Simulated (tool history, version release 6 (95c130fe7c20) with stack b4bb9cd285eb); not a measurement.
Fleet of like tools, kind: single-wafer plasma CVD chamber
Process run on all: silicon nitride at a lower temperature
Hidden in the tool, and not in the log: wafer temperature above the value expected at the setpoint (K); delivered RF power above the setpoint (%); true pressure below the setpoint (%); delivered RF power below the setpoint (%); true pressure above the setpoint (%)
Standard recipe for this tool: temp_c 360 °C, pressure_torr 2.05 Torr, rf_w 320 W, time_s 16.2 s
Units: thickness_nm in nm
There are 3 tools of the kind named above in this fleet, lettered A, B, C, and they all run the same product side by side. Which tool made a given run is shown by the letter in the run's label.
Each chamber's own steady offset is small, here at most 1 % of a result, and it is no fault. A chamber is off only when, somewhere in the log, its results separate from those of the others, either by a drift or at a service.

| run | hour | temp_c | pressure_torr | rf_w | time_s | hours since the last thermocouple change | hours since the last RF generator calibration | hours since the last manometer calibration | read-back reference wafer on the same gauge, thickness_nm | thickness_nm |
|---|---|---|---|---|---|---|---|---|---|---|
| 1C | 15.9 | 360 | 2.05 | 320 | 16.2 | 316.3 | 1004 | 1580.2 | 17.092 | 21.24 |
| 2A | 27.5 | 360 | 2.05 | 320 | 16.2 | 521.2 | 831.2 | 975.5 | 17.105 | 21.237 |
| 3B | 38.3 | 360 | 2.05 | 320 | 16.2 | 174.9 | 792 | 281.8 | 17.099 | 21.109 |
| 4C | 51.7 | 360 | 2.05 | 320 | 16.2 | 352.1 | 1039.8 | 1616 | 17.074 | 21.244 |
| 5A | 65.1 | 360 | 2.05 | 320 | 16.2 | 558.8 | 868.8 | 1013.1 | 17.092 | 21.31 |
|  | 71.3 | chamber A: RF generator calibrated |
| 6B | 80.1 | 360 | 2.05 | 320 | 16.2 | 216.7 | 833.8 | 323.6 | 17.105 | 20.947 |
|  | 83.2 | chamber C: capacitance manometer re-zeroed and calibrated |
| 7B | 93.2 | 360 | 2.05 | 320 | 16.2 | 229.8 | 846.9 | 336.7 | 17.107 | 20.929 |
| 8C | 100.4 | 360 | 1.7 | 320 | 18.2 | 400.8 | 1088.5 | 17.3 | 17.091 | 22.72 |
| 9A | 115.1 | 360 | 1.7 | 320 | 18.2 | 608.8 | 43.9 | 1063.1 | 17.111 | 22.73 |
| 10A | 123.5 | 360 | 1.7 | 320 | 18.2 | 617.2 | 52.3 | 1071.5 | 17.099 | 22.744 |
| 11B | 134.9 | 360 | 2.05 | 320 | 16.2 | 271.5 | 888.6 | 378.4 | 17.076 | 20.966 |
| 12C | 144.4 | 360 | 2.05 | 320 | 16.2 | 444.8 | 1132.5 | 61.3 | 17.105 | 21.12 |
| 13C | 154 | 360 | 2.05 | 320 | 16.2 | 454.4 | 1142.1 | 70.9 | 17.094 | 21.361 |
| 14B | 161.2 | 360 | 2.05 | 320 | 16.2 | 297.8 | 914.9 | 404.7 | 17.078 | 20.794 |
| 15A | 172 | 360 | 2.05 | 320 | 16.2 | 665.7 | 100.8 | 1120 | 17.087 | 21.403 |
| 16A | 186.8 | 360 | 2.05 | 320 | 16.2 | 680.5 | 115.6 | 1134.8 | 17.089 | 21.303 |
| 17B | 202.9 | 360 | 2.05 | 320 | 16.2 | 339.5 | 956.6 | 446.4 | 17.101 | 20.806 |
| 18C | 217.8 | 360 | 2.05 | 320 | 16.2 | 518.2 | 1205.9 | 134.7 | 17.097 | 21.157 |
| 19A | 233.3 | 360 | 2.05 | 320 | 16.2 | 727 | 162.1 | 1181.3 | 17.106 | 21.324 |
| 20C | 249.6 | 360 | 2.05 | 320 | 16.2 | 550 | 1237.7 | 166.5 | 17.102 | 21.231 |
| 21B | 260.7 | 369 | 2.05 | 280 | 16.2 | 397.3 | 1014.4 | 504.2 | 17.104 | 18.956 |
| 22B | 276.1 | 369 | 2.05 | 280 | 16.2 | 412.7 | 1029.8 | 519.6 | 17.088 | 18.732 |
| 23C | 285.4 | 369 | 2.05 | 280 | 16.2 | 585.8 | 1273.5 | 202.3 | 17.111 | 19.369 |
| 24A | 293.4 | 360 | 2.05 | 320 | 16.2 | 787.1 | 222.2 | 1241.4 | 17.115 | 21.238 |
| 25B | 307.1 | 360 | 2.05 | 320 | 16.2 | 443.7 | 1060.8 | 550.6 | 17.123 | 20.651 |
|  | 313.6 | chamber A: capacitance manometer re-zeroed and calibrated |
| 26A | 322.3 | 360 | 2.05 | 320 | 16.2 | 816 | 251.1 | 8.8 | 17.12 | 21.413 |
| 27C | 336.8 | 360 | 2.05 | 320 | 16.2 | 637.2 | 1324.9 | 253.7 | 17.082 | 21.259 |
| 28B | 345.1 | 360 | 2.05 | 320 | 16.2 | 481.7 | 1098.8 | 588.6 | 17.105 | 20.567 |
| 29A | 360.5 | 360 | 2.05 | 320 | 16.2 | 854.2 | 289.3 | 47 | 17.104 | 21.208 |
| 30C | 370.1 | 360 | 2.05 | 295 | 16.2 | 670.5 | 1358.2 | 287 | 17.108 | 20.087 |
| 31A | 382.2 | 360 | 2.05 | 295 | 16.2 | 875.9 | 311 | 68.7 | 17.096 | 20.364 |
| 32B | 391.6 | 360 | 2.05 | 295 | 16.2 | 528.2 | 1145.3 | 635.1 | 17.106 | 19.355 |
| 33C | 403.3 | 360 | 2.05 | 275 | 16.2 | 703.7 | 1391.4 | 320.2 | 17.109 | 19.137 |

Each of the 3 chambers runs these same settings next. Fill in every chamber's results:
| 34A | 415.1 | 360 | 2.52 | 320 | 16.2 |  |  |  |  | ? |
| 34B | 415.1 | 360 | 2.52 | 320 | 16.2 |  |  |  |  | ? |
| 34C | 415.1 | 360 | 2.52 | 320 | 16.2 |  |  |  |  | ? |

| run | thickness_nm |
|---|---|
| 34A | 22.468 |
| 34B | 21.641 |
| 34C | 22.28 |

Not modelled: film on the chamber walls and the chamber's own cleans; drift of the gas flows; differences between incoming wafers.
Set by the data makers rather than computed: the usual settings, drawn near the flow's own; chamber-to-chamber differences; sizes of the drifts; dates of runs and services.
